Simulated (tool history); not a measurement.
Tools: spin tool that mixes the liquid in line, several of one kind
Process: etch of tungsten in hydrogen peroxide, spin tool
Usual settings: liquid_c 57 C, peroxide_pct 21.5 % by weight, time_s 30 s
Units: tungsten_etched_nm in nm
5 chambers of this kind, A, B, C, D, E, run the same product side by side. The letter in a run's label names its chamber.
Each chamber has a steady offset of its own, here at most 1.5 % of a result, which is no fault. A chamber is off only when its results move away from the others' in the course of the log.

run   hour  liquid_c  peroxide_pct  time_s  read-back film thickness of the tungsten reference wafer, read on the same gauge (nm)  tungsten_etched_nm
       8.6  -- chamber C: thermometer replaced
 1D    9.8        57          21.5      30                                                                                 69.993              123.04
 2B   17.2        57          21.5      30                                                                                 70.003              122.44
 3A   25.7        57          21.5      30                                                                                 69.975              121.11
 4E   32.9        57          21.5      30                                                                                 70.011              121.06
      35.7  -- chamber C: peroxide flow meter replaced
 5C   41.3        57          21.5      30                                                                                 69.989              121.35
 6E   53.4        57          21.5      30                                                                                 70.003              120.81
      58.1  -- chamber A: new drum of peroxide connected
 7A   62.5      52.5          21.5      40                                                                                 70.009              122.07
      63.7  -- chamber D: peroxide flow meter replaced
 8C   75.9      52.5          21.5      40                                                                                 70.011              123.18
 9D   87.2      52.5          21.5      40                                                                                 70.008               125.1
      96.4  -- chamber B: thermometer replaced
10B  100.6      52.5          21.5      40                                                                                 70.008              121.68
     101.5  -- chamber B: peroxide flow meter replaced
11B  107.2      52.5          21.5      40                                                                                  69.99              121.92
12D  114.5        57          21.5      30                                                                                 70.016              121.09
       117  -- chamber B: new drum of peroxide connected
13C    122        57          21.5      30                                                                                 69.977              121.05
14A  131.7        57          21.5      30                                                                                 70.022              120.47
15E  145.4        48          21.5      30                                                                                 70.029              70.957
16A    154        48          21.5      30                                                                                 69.999              70.344
17E  164.2        48          21.5      30                                                                                 70.011               71.02
18C  176.5        48          21.5      30                                                                                 69.991              69.425
       184  -- chamber E: peroxide flow meter replaced
19D  185.9        48          21.5      30                                                                                 70.039              69.462
20B  196.3        57          21.5      30                                                                                 70.002               118.7
21B  204.5        57          21.5      30                                                                                 69.997              119.92
22D  215.1        57          21.5      30                                                                                 69.997               116.5
     218.8  -- chamber E: new drum of peroxide connected
23A  223.7        57          21.5      30                                                                                  70.02              120.73
24C  230.1        57          21.5      30                                                                                 70.008               120.2
25E  242.7        57            26      30                                                                                  69.99              136.07
26E  254.1        57            26      30                                                                                 69.986              134.67
27C  260.4        57            26      30                                                                                  70.03              132.78
28B  268.1        57            26      30                                                                                 69.989               132.8
29D  274.7        57            26      30                                                                                 69.974              127.62
30A  287.6        57          21.5      30                                                                                 70.004              119.62
31C  298.1        57          21.5      30                                                                                 70.002              121.47

What goes on in this fleet: one chamber off, a drifting gauge, or nothing beyond the chambers' own small offsets? Name the chamber and the cause, if any.

Chamber D drifts away from the others.
Cause: temperature lost on the way to the wafer (K) = 1.22.
The log may not tell that from: liquid colder than its thermometer reads (K); peroxide flow below the setpoint (%).

Here are 4 candidates for chamber D's next run, each the usual settings with a change, their results left as question marks. Which one brings its results back in line with what the others give on the usual settings?
In line means no further than this from the other chambers' mean on the usual settings: tungsten_etched_nm 3 nm
32D-1  308.1        57          22.5      30                                                                                                          ?
32D-2  308.1        57            19      30                                                                                                          ?
32D-3  308.1        58          21.5      30                                                                                                          ?
32D-4  308.1        57          20.5      30                                                                                                          ?

The other chambers' mean on the usual settings: tungsten_etched_nm 120.97 nm
  run  tungsten_etched_nm
32D-1              115.72
32D-2              106.38
32D-3              119.91
32D-4              110.47
32D-3 brings the chamber back in line.

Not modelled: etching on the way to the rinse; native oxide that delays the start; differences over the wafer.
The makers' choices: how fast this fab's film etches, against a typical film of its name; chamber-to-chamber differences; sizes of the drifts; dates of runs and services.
